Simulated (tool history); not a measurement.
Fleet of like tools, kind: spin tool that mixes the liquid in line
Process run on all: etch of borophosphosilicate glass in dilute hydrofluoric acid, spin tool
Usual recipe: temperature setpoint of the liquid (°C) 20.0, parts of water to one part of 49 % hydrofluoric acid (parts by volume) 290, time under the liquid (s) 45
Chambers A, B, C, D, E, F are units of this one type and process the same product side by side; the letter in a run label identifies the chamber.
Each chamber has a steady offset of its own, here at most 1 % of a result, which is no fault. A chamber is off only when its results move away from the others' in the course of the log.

| run | hour | temperature setpoint of the liquid (°C) | parts of water to one part of 49 % hydrofluoric acid (parts by volume) | time under the liquid (s) | read-back film thickness of the borophosphosilicate glass reference wafer, read on the same gauge (nm) | thickness taken off the borophosphosilicate glass on a monitor wafer (nm) |
|---|---|---|---|---|---|---|
| 1D | 6.9 | 20.0 | 290 | 45 | 80.003 | 3.9803 |
| 2C | 12.6 | 20.0 | 290 | 45 | 80.004 | 3.9946 |
| 3F | 18.2 | 20.0 | 290 | 45 | 80.004 | 3.9837 |
| 4B | 23.2 | 20.0 | 290 | 45 | 80.003 | 4.0045 |
| 5A | 30.9 | 20.0 | 290 | 45 | 79.991 | 3.9684 |
| 6E | 36.2 | 20.0 | 290 | 45 | 79.980 | 3.9697 |
| 7A | 44.6 | 20.0 | 290 | 45 | 80.001 | 3.9891 |
| 8C | 50.9 | 20.0 | 290 | 45 | 79.988 | 4.0021 |
| 9D | 55.0 | 20.0 | 290 | 45 | 79.995 | 3.9570 |
| 10B | 63.5 | 20.0 | 290 | 45 | 79.995 | 3.9958 |
| 11F | 70.2 | 20.0 | 290 | 45 | 79.993 | 3.9999 |
| 12E | 74.2 | 20.0 | 290 | 45 | 79.985 | 3.9301 |
| 13C | 81.0 | 20.0 | 290 | 20 | 79.988 | 1.7759 |
| 14B | 85.4 | 20.0 | 290 | 20 | 79.973 | 1.7620 |
| 15F | 91.8 | 20.0 | 290 | 20 | 79.987 | 1.7879 |
| 16D | 96.7 | 20.0 | 290 | 20 | 80.007 | 1.7662 |
| 17A | 102.3 | 20.0 | 290 | 20 | 79.998 | 1.7545 |
| 18E | 109.3 | 20.0 | 290 | 20 | 79.987 | 1.7816 |
| 19D | 113.4 | 20.0 | 290 | 45 | 79.988 | 3.9860 |
| 20C | 121.8 | 20.0 | 290 | 45 | 79.970 | 4.0102 |
| 21B | 126.4 | 20.0 | 290 | 45 | 80.020 | 4.0196 |
| 22E | 132.9 | 20.0 | 290 | 45 | 80.009 | 4.0062 |
| 23F | 136.9 | 20.0 | 290 | 45 | 79.992 | 3.9506 |
| 24A | 144.2 | 20.0 | 290 | 45 | 80.006 | 3.9913 |
| 25B | 150.4 | 20.0 | 290 | 45 | 80.011 | 3.9902 |
| 26D | 158.5 | 20.0 | 290 | 45 | 79.985 | 3.9540 |
| 27A | 166.6 | 23.5 | 225 | 45 | 79.978 | 6.1705 |
| 28F | 172.8 | 23.5 | 225 | 45 | 80.015 | 6.1909 |
| 29E | 179.2 | 23.5 | 225 | 45 | 80.001 | 6.2844 |
| 30C | 186.0 | 23.5 | 225 | 45 | 80.001 | 6.4152 |
| 31B | 191.0 | 23.5 | 225 | 45 | 79.996 | 6.1612 |
| 32C | 197.3 | 23.5 | 225 | 45 | 80.002 | 6.4652 |
| 33E | 201.8 | 24.0 | 290 | 45 | 79.980 | 4.6101 |
| 34A | 205.7 | 24.0 | 290 | 45 | 80.009 | 4.5681 |
| 35F | 211.9 | 24.0 | 290 | 45 | 80.020 | 4.5933 |
| 36D | 217.3 | 24.0 | 290 | 45 | 79.969 | 4.6029 |
| 37E | 222.5 | 24.0 | 290 | 45 | 79.977 | 4.5671 |
| 38D | 229.0 | 24.0 | 290 | 45 | 80.007 | 4.6071 |
| 39C | 233.3 | 20.0 | 290 | 45 | 79.980 | 4.1106 |
| 40A | 239.3 | 17.0 | 290 | 45 | 79.991 | 3.5044 |
| 41B | 243.3 | 17.0 | 290 | 45 | 80.007 | 3.5955 |
| 42F | 248.6 | 17.0 | 290 | 45 | 80.005 | 3.6032 |
| 43E | 252.6 | 17.0 | 290 | 45 | 80.016 | 3.5536 |

Which is it: a chamber that has drifted or been left off by a service, a gauge drift common to all chambers, or only each chamber's usual small offset? If a chamber is off, name it and its likeliest cause.

Chamber C drifts away from the others.
Most likely cause: hydrofluoric acid flow above the setpoint (%) = 3.66.
The log may not tell that from: liquid hotter than its thermometer reads (K).

Chamber C could run next with any of the 4 candidate recipes listed below; each alters the usual settings, and their results appear as question marks. Which one brings its results back in line with what the other chambers deliver on the usual settings?
Counts as in line when no further than this from what the other chambers average on the usual settings: thickness taken off the borophosphosilicate glass on a monitor wafer (nm) 0.0770
| 44C-1 | 258.8 | 20.0 | 300 | 45 |  | ? |
| 44C-2 | 258.8 | 18.0 | 290 | 45 |  | ? |
| 44C-3 | 258.8 | 20.0 | 280 | 45 |  | ? |
| 44C-4 | 258.8 | 22.0 | 290 | 45 |  | ? |

Mean of the other chambers on the usual settings: thickness taken off the borophosphosilicate glass on a monitor wafer (nm) 3.9786
| run | thickness taken off the borophosphosilicate glass on a monitor wafer (nm) |
|---|---|
| 44C-1 | 3.9682 |
| 44C-2 | 3.8439 |
| 44C-3 | 4.3326 |
| 44C-4 | 4.4587 |
Change 44C-1 lands the chamber within the allowed miss of the other chambers.

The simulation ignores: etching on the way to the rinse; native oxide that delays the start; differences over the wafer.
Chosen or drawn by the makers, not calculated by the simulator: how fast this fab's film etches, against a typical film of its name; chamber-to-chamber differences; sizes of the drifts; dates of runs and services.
